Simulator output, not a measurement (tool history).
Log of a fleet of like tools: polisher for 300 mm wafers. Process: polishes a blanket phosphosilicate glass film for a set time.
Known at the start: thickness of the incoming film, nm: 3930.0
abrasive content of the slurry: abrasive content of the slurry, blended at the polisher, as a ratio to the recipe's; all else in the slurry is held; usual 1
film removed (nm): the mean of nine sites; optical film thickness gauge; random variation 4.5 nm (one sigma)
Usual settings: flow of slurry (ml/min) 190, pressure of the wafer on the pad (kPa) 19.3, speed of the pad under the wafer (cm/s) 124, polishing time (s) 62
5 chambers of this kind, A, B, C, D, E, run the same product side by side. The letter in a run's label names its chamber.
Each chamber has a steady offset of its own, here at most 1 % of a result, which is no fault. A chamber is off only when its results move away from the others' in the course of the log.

run     day  flow of slurry (ml/min)  pressure of the wafer on the pad (kPa)  speed of the pad under the wafer (cm/s)  abrasive content of the slurry  polishing time (s)  wafers polished on this pad  hours since the slurry nozzle was cleaned  hours since the head pressure was calibrated  hours since the slurry blender was calibrated  hours since the conditioning disc was replaced  film removed (nm)
      0.025  -- chamber B: slurry blender recalibrated
 1A   0.329                      190                                    19.3                                      124                               1                  62                          932                                      270.8                                         415.3                                          162.9                                           280.6             452.04
      0.492  -- chamber A: head pressure recalibrated
 2B   0.704                      190                                    19.3                                      124                               1                  62                          558                                      829.9                                        1190.6                                           16.4                                            30.8             449.97
 3E   1.054                      190                                    19.3                                      124                               1                  62                          800                                       72.4                                         423.9                                           83.5                                           446.9             458.66
      1.100  -- chamber C: worn pad replaced by a new one
 4D   1.458                      190                                    19.3                                      124                               1                  62                          755                                      212.3                                         599.0                                          134.0                                            92.7             469.89
      1.608  -- chamber A: worn pad replaced by a new one
      1.942  -- chamber A: conditioning disc replaced and pad reconditioned
      1.946  -- chamber E: slurry blender recalibrated
 5C   1.946                      190                                    19.3                                      124                               1                  62                          137                                      466.2                                         146.1                                          211.9                                            51.1             456.53
      2.117  -- chamber B: worn pad replaced by a new one
      2.292  -- chamber D: slurry nozzle cleaned
 6D   2.354                      190                                    19.3                                      124                               1                  62                          900                                        1.6                                         620.5                                          155.5                                           114.2             463.36
      2.412  -- chamber C: slurry nozzle cleaned
 7A   2.800                      190                                    19.3                                      124                               1                  62                          193                                      330.1                                          55.5                                          222.2                                            20.6             465.04
 8B   3.275                      190                                    19.3                                      124                               1                  62                          188                                      891.6                                        1252.3                                           78.1                                            92.5             462.80
      3.492  -- chamber D: slurry blender recalibrated
 9E   3.550                      190                                    23.4                                      124                               1                  55                         1205                                      132.3                                         483.8                                           38.6                                           506.8             495.64
      3.654  -- chamber B: slurry nozzle cleaned
      3.783  -- chamber E: worn pad replaced by a new one
10C   3.808                      190                                    23.4                                      124                               1                  55                          439                                       33.5                                         190.8                                          256.6                                            95.8             504.34
      3.983  -- chamber C: slurry blender recalibrated
11E   4.058                      190                                    23.4                                      124                               1                  55                           45                                      144.5                                         496.0                                           50.8                                           519.0             503.81
12D   4.379                      190                                    23.4                                      124                               1                  55                         1228                                       50.2                                         669.1                                           21.4                                           162.8             492.47
      4.604  -- chamber D: conditioning disc replaced and pad reconditioned
13B   4.625                      190                                    23.4                                      124                               1                  55                          407                                       23.3                                        1284.7                                          110.5                                           124.9             496.53
14C   4.950                      190                                    19.3                                      124                               1                  62                          624                                       60.9                                         218.2                                           23.2                                           123.2             462.55
15A   5.367                      190                                    19.3                                      124                               1                  62                          609                                      391.7                                         117.1                                          283.8                                            82.2             451.77
16C   5.854                      190                                    19.3                                      124                               1                  62                          771                                       82.6                                         239.9                                           44.9                                           144.9             461.15
17E   6.238                      190                                    19.3                                      124                               1                  62                          398                                      196.8                                         548.3                                          103.1                                           571.3             460.21
      6.604  -- chamber E: slurry blender recalibrated
18D   6.683                      190                                    19.3                                      124                               1                  62                         1602                                      105.5                                         724.4                                           76.7                                            50.0             443.55
      6.738  -- chamber A: slurry blender recalibrated
19B   7.138                      190                                    19.3                                      124                               1                  62                          814                                       83.6                                        1345.0                                          170.8                                           185.2             458.57
20A   7.575                      190                                    19.3                                      124                               1                  62                          968                                      444.7                                         170.1                                           20.1                                           135.2             459.07
      7.788  -- chamber B: slurry blender recalibrated
21A   8.021                      190                                    19.3                                      124                               1                  62                         1040                                      455.4                                         180.8                                           30.8                                           145.9             469.34
      8.079  -- chamber B: worn pad replaced by a new one
      8.100  -- chamber C: worn pad replaced by a new one
      8.246  -- chamber E: conditioning disc replaced and pad reconditioned
22D   8.504                      190                                    19.3                                      124                               1                  62                         1897                                      149.2                                         768.1                                          120.4                                            93.7             435.97
      8.854  -- chamber E: slurry nozzle cleaned
      8.904  -- chamber E: head pressure recalibrated
23E   8.992                      190                                    19.3                                      124                               1                  62                          845                                        3.3                                           2.2                                           57.4                                            17.9             464.81
      8.996  -- chamber A: worn pad replaced by a new one
24C   9.379                      190                                    19.3                                      124                               1                  62                          207                                      167.2                                         324.5                                          129.5                                           229.5             458.79
25B   9.692                      190                                    24.8                                      102                               1                  62                          261                                      144.9                                        1406.3                                           45.8                                           246.5             509.75
26B  10.033                      190                                    24.8                                      102                               1                  62                          317                                      153.1                                        1414.5                                           54.0                                           254.7             503.58
     10.271  -- chamber E: worn pad replaced by a new one
     10.392  -- chamber E: slurry blender recalibrated
27C  10.492                      190                                    24.8                                      102                               1                  62                          388                                      193.9                                         351.2                                          156.2                                           256.2             504.09
28A  10.954                      190                                    24.8                                      102                               1                  62                          317                                      525.8                                         251.2                                          101.2                                           216.3             507.72
29E  11.442                      190                                    24.8                                      102                               1                  62                          190                                       62.1                                          61.0                                           25.3                                            76.7             510.30
     11.621  -- chamber D: slurry nozzle cleaned
30D  11.929                      190                                    19.3                                      124                               1                  62                         2453                                        7.4                                         850.3                                          202.6                                           175.9             418.91
     12.025  -- chamber D: conditioning disc replaced and pad reconditioned
     12.088  -- chamber D: slurry blender recalibrated
31E  12.292                      190                                    19.3                                      124                               1                  62                          328                                       82.5                                          81.4                                           45.7                                            97.1             465.23
32D  12.617                      190                                    19.3                                      124                               1                  62                         2564                                       23.9                                         866.8                                           12.8                                            14.2             418.31
33A  12.917                      190                                    19.3                                      124                               1                  62                          636                                      572.9                                         298.3                                          148.3                                           263.4             463.13
34B  13.162                      190                                    19.3                                      124                               1                  62                          824                                      228.2                                        1489.6                                          129.1                                           329.8             447.95
35C  13.533                      190                                    19.3                                      124                               1                  62                          881                                      266.9                                         424.2                                          229.2                                           329.2             456.94
36D  13.854                      190                                    19.3                                      124                               1                  62                         2765                                       53.6                                         896.5                                           42.5                                            43.9             413.14

Is one chamber off against the others, does the gauge drift, or is nothing wrong? If a chamber is off, say which, and what the likeliest cause is.

Chamber D drifts away from the others.
Cause: removal rate lost through wear of the pad, % = 10.4.
The log may not tell that from: head's pressure below its setpoint, %.

Here are 4 candidates for chamber D's next run, each the usual settings with a change, their results left as question marks. Which one brings its results back in line with what the others give on the usual settings?
In line means no further than this from the other chambers' mean on the usual settings: film removed (nm) 16.00
37D-1  14.208                      190                                    17.9                                      116                            1.00                  58                                                                                                                                                                                                                                       ?
37D-2  14.208                      190                                    19.3                                      124                            1.05                  68                                                                                                                                                                                                                                       ?
37D-3  14.208                      190                                    19.3                                      160                            1.00                  62                                                                                                                                                                                                                                       ?
37D-4  14.208                      190                                    17.9                                      118                            1.00                  62                                                                                                                                                                                                                                       ?

The other chambers' mean on the usual settings: film removed (nm) 460.99
  run  film removed (nm)
37D-1             339.82
37D-2             462.86
37D-3             507.78
37D-4             368.34
37D-2 brings the chamber back in line.
